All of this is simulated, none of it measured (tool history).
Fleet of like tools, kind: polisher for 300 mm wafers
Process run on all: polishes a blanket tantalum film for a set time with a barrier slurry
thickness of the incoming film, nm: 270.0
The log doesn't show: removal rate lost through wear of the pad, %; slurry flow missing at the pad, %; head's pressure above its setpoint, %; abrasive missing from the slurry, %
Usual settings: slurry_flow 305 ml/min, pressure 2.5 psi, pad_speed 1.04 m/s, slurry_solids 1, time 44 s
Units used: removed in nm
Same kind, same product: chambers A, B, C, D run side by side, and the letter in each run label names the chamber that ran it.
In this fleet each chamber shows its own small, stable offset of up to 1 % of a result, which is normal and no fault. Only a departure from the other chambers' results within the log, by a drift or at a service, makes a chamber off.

run   hour  slurry_flow  pressure  pad_speed  slurry_solids  time  wafers polished on this pad  hours since the slurry nozzle was cleaned  hours since the head pressure was calibrated  hours since the slurry blender was calibrated  removed
 1D    5.7          305       2.5       1.04              1    44                          466                                      368.1                                         459.3                                           10.3   101.14
 2A    9.8          305       2.5       1.04              1    44                          939                                       81.3                                        1236.7                                          436.6   102.62
 3C   16.4          305       2.5       1.04              1    44                          255                                       54.7                                         155.6                                           88.3   102.51
 4B   21.3          305       2.5       1.04              1    44                          608                                      217.1                                         191.7                                           34.9   101.48
 5C   25.3          305       2.5       1.04              1    44                          352                                       63.6                                         164.5                                           97.2   104.72
      27.6  -- chamber D: worn pad replaced by a new one
 6D   30.4          305       2.5       1.04              1    52                           31                                      392.8                                           484                                             35   121.31
      31.8  -- chamber B: slurry nozzle cleaned
 7B   34.8          305       2.5       1.04              1    52                          755                                          3                                         205.2                                           48.4   121.46
        37  -- chamber A: slurry blender recalibrated
 8A   41.2          305       2.5       1.04              1    52                         1281                                      112.7                                        1268.1                                            4.3    115.7
      46.7  -- chamber A: worn pad replaced by a new one
 9A   47.2          305       2.5       1.04              1    52                            6                                      118.7                                        1274.1                                           10.3   118.14
10C   52.9          305       2.5       1.04              1    44                          652                                       91.2                                         192.1                                          124.8   103.14
11D   57.5          305       2.5       1.04              1    44                          325                                      419.9                                         511.1                                           62.1    100.3
12B     63          305       2.5       1.04              1    44                         1061                                       31.2                                         233.4                                           76.6   102.23
13A     66          305       2.5       1.04              1    44                          210                                      137.5                                        1292.9                                           29.1   101.27
      67.9  -- chamber B: worn pad replaced by a new one
14C   69.4          305       2.5       1.04              1    44                          831                                      107.7                                         208.6                                          141.3   100.99
15B   74.5          305       2.5       1.04              1    44                           72                                       42.7                                         244.9                                           88.1   101.69
16D   78.1          305       2.5       1.04              1    30                          549                                      440.5                                         531.7                                           82.7   67.755
17A   81.8          305       2.5       1.04              1    30                          382                                      153.3                                        1308.7                                           44.9   69.304
18C   85.7          305       2.5       1.04              1    30                         1008                                        124                                         224.9                                          157.6   69.234
19D   89.2          305       2.5       1.04              1    30                          669                                      451.6                                         542.8                                           93.8   69.344
20B   95.5          305       2.5       1.04              1    44                          300                                       63.7                                         265.9                                          109.1   104.67
      96.1  -- chamber D: worn pad replaced by a new one
      97.6  -- chamber C: slurry blender recalibrated
21A  102.1          305       2.5       1.04              1    44                          602                                      173.6                                          1329                                           65.2   104.76
     106.7  -- chamber C: worn pad replaced by a new one
22C  106.8          305       2.5       1.04              1    44                            1                                      145.1                                           246                                            9.2   100.42
23D  112.9          305       2.5       1.04              1    44                          183                                      475.3                                         566.5                                          117.5   101.16
24B  117.3          305       2.5       1.04              1    44                          537                                       85.5                                         287.7                                          130.9   103.08
25A  120.3          305       2.5       1.04              1    44                          800                                      191.8                                        1347.2                                           83.4   102.03
     122.7  -- chamber B: slurry blender recalibrated
26C  125.7          305       2.5       1.04              1    44                          206                                        164                                         264.9                                           28.1   103.58
27B  130.1          305       2.5       1.04              1    44                          676                                       98.3                                         300.5                                            7.4   100.59
28D  136.2          305       2.5       1.04              1    44                          436                                      498.6                                         589.8                                          140.8   99.543
29B  139.8          305       2.5       1.04              1    44                          781                                        108                                         310.2                                           17.1   103.82
30A  143.7          305       2.5       1.04              1    44                         1054                                      215.2                                        1370.6                                          106.8   100.71
31C  147.5          305       2.5       1.04              1    44                          443                                      185.8                                         286.7                                           49.9    103.7
32D  153.1          305       2.5       1.04              1    44                          619                                      515.5                                         606.7                                          157.7   101.72
     159.3  -- chamber A: worn pad replaced by a new one
33A  159.7          305       2.5       1.04              1    44                            5                                      231.2                                        1386.6                                          122.8   100.94

Next, all 4 chambers run the settings below, one line each with question marks for the results. What does each chamber give?
34A  164.4          245       2.5       1.04              1    44                                                                                                                                                                             ?
34B  164.4          245       2.5       1.04              1    44                                                                                                                                                                             ?
34C  164.4          245       2.5       1.04              1    44                                                                                                                                                                             ?
34D  164.4          245       2.5       1.04              1    44                                                                                                                                                                             ?

run  removed
34A   101.73
34B   100.13
34C   102.32
34D   102.75
